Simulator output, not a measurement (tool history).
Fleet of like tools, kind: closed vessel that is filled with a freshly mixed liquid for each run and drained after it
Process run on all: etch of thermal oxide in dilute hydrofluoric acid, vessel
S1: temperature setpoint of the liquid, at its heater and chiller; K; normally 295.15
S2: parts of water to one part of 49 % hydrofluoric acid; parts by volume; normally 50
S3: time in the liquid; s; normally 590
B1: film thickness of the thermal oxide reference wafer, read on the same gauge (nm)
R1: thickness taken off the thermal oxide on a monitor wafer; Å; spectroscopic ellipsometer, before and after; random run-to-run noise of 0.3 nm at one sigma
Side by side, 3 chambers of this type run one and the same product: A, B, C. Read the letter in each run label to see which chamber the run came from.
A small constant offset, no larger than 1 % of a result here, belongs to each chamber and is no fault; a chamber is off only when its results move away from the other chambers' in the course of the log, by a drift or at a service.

run 1A day=0.296 | S1=295.15 S2=50 S3=590 | B1=60.024 | R1=544.88
run 2B day=0.538 | S1=295.15 S2=50 S3=590 | B1=60.001 | R1=547.86
run 3C day=0.708 | S1=295.15 S2=50 S3=590 | B1=59.980 | R1=544.60
run 4A day=0.958 | S1=295.15 S2=50 S3=590 | B1=60.011 | R1=542.07
run 5B day=1.288 | S1=295.15 S2=50 S3=590 | B1=60.023 | R1=554.99
run 6C day=1.600 | S1=295.15 S2=50 S3=590 | B1=60.028 | R1=542.84
run 7C day=1.800 | S1=295.15 S2=50 S3=590 | B1=59.995 | R1=550.78
run 8A day=1.996 | S1=295.15 S2=50 S3=590 | B1=60.037 | R1=542.08
run 9B day=2.221 | S1=295.15 S2=50 S3=590 | B1=59.953 | R1=546.46
-- day=2.258 chamber A: hydrofluoric acid flow meter replaced
run 10A day=2.388 | S1=295.15 S2=50 S3=590 | B1=60.001 | R1=545.76
run 11C day=2.696 | S1=295.15 S2=50 S3=590 | B1=59.999 | R1=544.42
run 12B day=2.900 | S1=293.65 S2=50 S3=590 | B1=59.971 | R1=512.55
run 13A day=3.225 | S1=293.65 S2=50 S3=590 | B1=60.028 | R1=514.33
run 14B day=3.592 | S1=293.65 S2=50 S3=590 | B1=60.016 | R1=511.93
run 15C day=3.967 | S1=295.15 S2=50 S3=590 | B1=59.994 | R1=540.77
run 16A day=4.333 | S1=295.15 S2=50 S3=590 | B1=59.984 | R1=543.20
run 17B day=4.562 | S1=295.15 S2=50 S3=590 | B1=59.988 | R1=550.05
run 18C day=4.938 | S1=295.15 S2=50 S3=590 | B1=59.995 | R1=534.54
run 19C day=5.158 | S1=295.15 S2=50 S3=590 | B1=60.025 | R1=535.00
run 20A day=5.396 | S1=295.15 S2=50 S3=590 | B1=60.027 | R1=547.84
run 21B day=5.729 | S1=295.15 S2=50 S3=590 | B1=60.002 | R1=547.76
run 22C day=5.896 | S1=295.15 S2=50 S3=590 | B1=59.940 | R1=527.32
run 23B day=6.229 | S1=295.15 S2=50 S3=590 | B1=60.039 | R1=547.30
run 24A day=6.546 | S1=295.15 S2=50 S3=590 | B1=59.971 | R1=546.36
run 25A day=6.896 | S1=295.15 S2=60 S3=295 | B1=60.016 | R1=223.38
run 26C day=7.171 | S1=295.15 S2=60 S3=295 | B1=59.985 | R1=212.39
run 27B day=7.542 | S1=295.15 S2=60 S3=295 | B1=59.989 | R1=227.70
run 28C day=7.804 | S1=295.15 S2=50 S3=590 | B1=59.966 | R1=516.53
run 29A day=8.121 | S1=295.15 S2=50 S3=590 | B1=60.010 | R1=541.19
run 30B day=8.304 | S1=295.15 S2=50 S3=590 | B1=59.987 | R1=552.14
run 31A day=8.571 | S1=295.15 S2=50 S3=590 | B1=59.990 | R1=549.81
run 32B day=8.817 | S1=295.15 S2=50 S3=590 | B1=59.987 | R1=545.98
run 33C day=9.183 | S1=295.15 S2=50 S3=590 | B1=60.054 | R1=506.13

Next, every chamber runs the same settings. What will each give?
run 34A day=9.454 | S1=295.15 S2=50 S3=590 | R1=?
run 34B day=9.454 | S1=295.15 S2=50 S3=590 | R1=?
run 34C day=9.454 | S1=295.15 S2=50 S3=590 | R1=?

run=34A R1=543.97
run=34B R1=549.93
run=34C R1=506.27
